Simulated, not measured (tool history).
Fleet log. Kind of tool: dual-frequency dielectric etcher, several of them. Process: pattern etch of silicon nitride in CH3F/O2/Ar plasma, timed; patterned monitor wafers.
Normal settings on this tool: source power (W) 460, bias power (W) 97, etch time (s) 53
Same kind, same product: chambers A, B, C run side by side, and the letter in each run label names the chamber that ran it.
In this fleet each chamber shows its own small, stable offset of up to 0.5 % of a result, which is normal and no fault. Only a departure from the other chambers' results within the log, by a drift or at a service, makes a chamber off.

run,day,source power (W),bias power (W),etch time (s),"read-back reference wafer on the same gauge, depth_nm",mean etch depth across the wafer (nm)
1B,0.454,460,97,53,43.21,43.559
2A,0.829,460,97,53,43.206,43.655
3C,1.421,460,97,53,43.222,43.351
4B,1.992,460,97,53,43.208,43.438
5A,2.5,460,97,53,43.236,43.641
6C,2.8,460,97,53,43.249,43.325
7A,3.204,460,97,53,43.251,43.639
# day 3.612: chamber C: source power generator calibrated
8C,3.804,460,97,53,43.233,43.438
9B,4.279,460,97,53,43.252,43.706
10C,4.908,460,97,53,43.275,43.508
11A,5.308,460,97,53,43.302,43.651
12B,5.796,460,97,53,43.259,43.54
13A,6.317,460,97,53,43.265,43.645
# day 6.667: chamber B: wet clean of the chamber
14B,6.888,460,97,53,43.273,43.613
15C,7.492,460,97,53,43.302,43.479
16A,7.917,460,97,53,43.292,43.693
17C,8.446,460,97,53,43.306,43.451
18B,8.804,460,97,53,43.309,43.691
# day 9.254: chamber A: source power generator calibrated
19B,9.35,460,97,53,43.321,43.568
20A,9.954,460,97,53,43.336,43.801
21C,10.312,460,97,53,43.348,43.57
# day 10.542: chamber C: wet clean of the chamber
22B,10.942,460,97,53,43.374,43.69
23A,11.575,460,97,53,43.372,43.677
24C,11.938,460,97,53,43.361,43.489
25C,12.546,460,75,64,43.369,47.999
26B,12.879,460,75,64,43.375,48.205
# day 13.167: chamber A: wet clean of the chamber
27A,13.5,460,75,64,43.378,48.173
28B,13.842,460,97,53,43.381,43.785
29C,14.408,460,107,53,43.409,45.117
30A,14.783,460,107,53,43.387,45.409
31A,15.125,460,107,53,43.4,45.432
32B,15.508,460,97,53,43.404,43.768
33C,16.029,460,97,53,43.401,43.587
34B,16.4,460,97,53,43.437,43.751
35C,16.908,460,97,53,43.452,43.591
36A,17.362,460,97,53,43.448,43.712
37C,17.783,460,97,53,43.448,43.571
38A,18.167,460,97,53,43.431,43.794
39B,18.721,360,76,53,43.453,36.609
40A,19.158,360,76,53,43.47,36.676
41B,19.592,360,76,53,43.469,36.705
42C,20.125,460,97,53,43.46,43.588
43C,20.508,460,97,53,43.5,43.59

Is one chamber off against the others, does the gauge drift, or is nothing wrong? If a chamber is off, say which, and what the likeliest cause is.

It is the gauge, not a chamber: its drift shows up in every chamber's results at once, and no chamber is off.
Likeliest cause: gauge reads high (%) = 0.652.
